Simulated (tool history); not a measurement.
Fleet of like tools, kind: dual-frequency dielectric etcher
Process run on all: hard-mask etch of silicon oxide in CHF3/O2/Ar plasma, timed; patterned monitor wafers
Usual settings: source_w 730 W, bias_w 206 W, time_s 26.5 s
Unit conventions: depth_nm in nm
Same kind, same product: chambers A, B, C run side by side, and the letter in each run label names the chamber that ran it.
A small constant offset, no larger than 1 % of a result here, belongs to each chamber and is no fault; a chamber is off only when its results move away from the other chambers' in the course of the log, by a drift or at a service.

run	hour	source_w	bias_w	time_s	read-back reference wafer on the same gauge, depth_nm	depth_nm
1A	9.3	730	206	26.5	55.008	58.654
2C	18.9	730	206	26.5	54.978	59.287
3B	33.7	730	206	26.5	54.946	59.28
4B	47.3	730	206	26.5	54.95	59.415
5C	55.9	820	168	26.5	54.917	58.215
6A	64.5	820	168	26.5	54.915	57.181
7C	80.6	820	168	26.5	54.899	57.969
8B	89.5	730	206	26.5	54.868	59.204
9A	102.9	730	206	26.5	54.834	58.479
# hour 108.2: chamber C: wet clean of the chamber
10B	109.9	730	206	26.5	54.865	59.059
11C	125.5	730	206	26.5	54.818	59.233
12A	135.6	730	206	26.5	54.797	58.357
13B	146.6	730	206	26.5	54.788	59.066
14A	161.8	730	206	26.5	54.758	58.331
# hour 168.5: chamber B: source power generator calibrated
15C	170.8	620	177	26.5	54.772	52.682
16A	180.6	620	177	26.5	54.752	51.934
17B	188.8	620	177	26.5	54.717	52.736
18C	199.8	730	206	26.5	54.731	59.112
19B	210.8	730	206	26.5	54.683	59.06
20A	218.9	730	206	26.5	54.704	58.295
21C	230.5	730	206	26.5	54.691	59.156

All 3 chambers run these settings next. Forecast each chamber's results:
22A	242.1	730	206	26.5		?
22B	242.1	730	206	26.5		?
22C	242.1	730	206	26.5		?

run	depth_nm
22A	58.371
22B	58.943
22C	59.106
